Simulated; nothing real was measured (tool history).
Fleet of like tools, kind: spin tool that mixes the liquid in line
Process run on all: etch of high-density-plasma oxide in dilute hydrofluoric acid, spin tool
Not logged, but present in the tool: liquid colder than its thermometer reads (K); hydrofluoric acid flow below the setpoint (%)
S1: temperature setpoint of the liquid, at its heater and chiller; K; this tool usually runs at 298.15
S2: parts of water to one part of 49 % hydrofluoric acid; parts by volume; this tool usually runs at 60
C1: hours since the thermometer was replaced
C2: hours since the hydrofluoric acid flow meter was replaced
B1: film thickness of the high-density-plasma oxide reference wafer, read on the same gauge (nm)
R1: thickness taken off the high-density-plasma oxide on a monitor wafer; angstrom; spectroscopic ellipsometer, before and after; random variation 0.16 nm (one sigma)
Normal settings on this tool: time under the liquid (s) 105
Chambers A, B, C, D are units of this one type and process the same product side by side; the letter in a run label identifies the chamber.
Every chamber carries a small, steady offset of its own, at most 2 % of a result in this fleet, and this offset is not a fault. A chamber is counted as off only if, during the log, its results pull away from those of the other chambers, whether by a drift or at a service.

Run 1C, hour 8.3: usual settings; C1 292.8; C2 210.6; B1 59.986. Result: R1 181.45 angstrom.
Run 2B, hour 18.4: usual settings; C1 864.2; C2 32.5; B1 60.013. Result: R1 185.47 angstrom.
Run 3A, hour 29.8: usual settings; C1 1415.8; C2 284.8; B1 60.047. Result: R1 182.48 angstrom.
Run 4D, hour 38.8: usual settings; C1 2201.1; C2 453.7; B1 59.988. Result: R1 181.59 angstrom.
Run 5D, hour 51: usual settings; C1 2213.3; C2 465.9; B1 60.011. Result: R1 183.89 angstrom.
Run 6B, hour 64.1: usual settings; C1 909.9; C2 78.2; B1 60.006. Result: R1 186.37 angstrom.
Run 7A, hour 71.1: usual settings; C1 1457.1; C2 326.1; B1 60.001. Result: R1 181.17 angstrom.
Run 8C, hour 77.9: usual settings; C1 362.4; C2 280.2; B1 60.01. Result: R1 183.85 angstrom.
Run 9C, hour 90.7: usual settings but time under the liquid (s) 70; C1 375.2; C2 293; B1 59.987. Result: R1 123.23 angstrom.
Run 10D, hour 100.5: usual settings but time under the liquid (s) 70; C1 2262.8; C2 515.4; B1 59.977. Result: R1 121.14 angstrom.
Run 11B, hour 110.6: usual settings but time under the liquid (s) 70; C1 956.4; C2 124.7; B1 60.005. Result: R1 124.4 angstrom.
Run 12A, hour 117.2: usual settings but time under the liquid (s) 70; C1 1503.2; C2 372.2; B1 60.03. Result: R1 119.7 angstrom.
Run 13B, hour 123.4: usual settings; C1 969.2; C2 137.5; B1 59.974. Result: R1 184.78 angstrom.
Run 14A, hour 136.7: usual settings but S1 302.65 K, S2 80 parts by volume; C1 1522.7; C2 391.7; B1 60.008. Result: R1 152.09 angstrom.
Run 15C, hour 146.8: usual settings but S1 302.65 K, S2 80 parts by volume; C1 431.3; C2 349.1; B1 60.044. Result: R1 158.01 angstrom.
At hour 155.9: chamber D: thermometer replaced.
Run 16D, hour 160.3: usual settings but S1 302.65 K, S2 80 parts by volume; C1 4.5; C2 575.2; B1 60.001. Result: R1 158.18 angstrom.
Run 17B, hour 173.1: usual settings but S1 302.65 K, S2 80 parts by volume; C1 1018.9; C2 187.2; B1 60.012. Result: R1 159.86 angstrom.
Run 18C, hour 181.1: usual settings but S2 75 parts by volume; C1 465.6; C2 383.4; B1 60.013. Result: R1 142.21 angstrom.
Run 19A, hour 192.7: usual settings but S2 75 parts by volume; C1 1578.7; C2 447.7; B1 59.975. Result: R1 133.32 angstrom.
Run 20D, hour 199.1: usual settings but S2 75 parts by volume; C1 43.3; C2 614; B1 60.022. Result: R1 143.05 angstrom.
Run 21D, hour 209.9: usual settings but S2 75 parts by volume; C1 54.1; C2 624.8; B1 59.991. Result: R1 142.36 angstrom.
Run 22B, hour 220.5: usual settings but S2 80 parts by volume, time under the liquid (s) 65; C1 1066.3; C2 234.6; B1 59.972. Result: R1 83.96 angstrom.
Run 23C, hour 233.9: usual settings but S2 80 parts by volume, time under the liquid (s) 65; C1 518.4; C2 436.2; B1 59.968. Result: R1 82.361 angstrom.
Run 24A, hour 244.5: usual settings but S2 80 parts by volume, time under the liquid (s) 65; C1 1630.5; C2 499.5; B1 60. Result: R1 74.679 angstrom.
Run 25D, hour 251.7: usual settings but S2 80 parts by volume, time under the liquid (s) 65; C1 95.9; C2 666.6; B1 59.966. Result: R1 82.558 angstrom.
Run 26B, hour 259: usual settings; C1 1104.8; C2 273.1; B1 60.004. Result: R1 184.81 angstrom.
Run 27A, hour 271.2: usual settings; C1 1657.2; C2 526.2; B1 60.023. Result: R1 164.39 angstrom.
Run 28C, hour 280.8: usual settings; C1 565.3; C2 483.1; B1 59.987. Result: R1 182.88 angstrom.
Run 29C, hour 287.6: usual settings; C1 572.1; C2 489.9; B1 60.027. Result: R1 178.91 angstrom.

Does one chamber stand apart from the rest, does the shared gauge drift, or is all well apart from small per-chamber offsets? Give the chamber and the most likely cause, where there is one.

Chamber A drifts away from the others.
What lies behind it: hydrofluoric acid flow below the setpoint (%) = 10.2.
With only this log, it may be confused with: liquid colder than its thermometer reads (K).

Here are 4 candidates for chamber A's next run, each the usual settings with a change, their results left as question marks. Which one brings its results back in line with what the others give on the usual settings?
Allowed miss from the other chambers' usual-settings mean, per result, to count as in line: R1 5.8 angstrom
Run 30A-1, hour 297.3: usual settings but time under the liquid (s) 100. Result: R1 ?.
Run 30A-2, hour 297.3: usual settings but time under the liquid (s) 110. Result: R1 ?.
Run 30A-3, hour 297.3: usual settings but S1 295.15 K. Result: R1 ?.
Run 30A-4, hour 297.3: usual settings but S1 301.15 K. Result: R1 ?.

The mean the other chambers reach with the usual settings: R1 183.51 angstrom
  run      R1
30A-1  153.59
30A-2  168.95
30A-3  142.43
30A-4  181.96
30A-4 puts the chamber back in line with the other chambers.
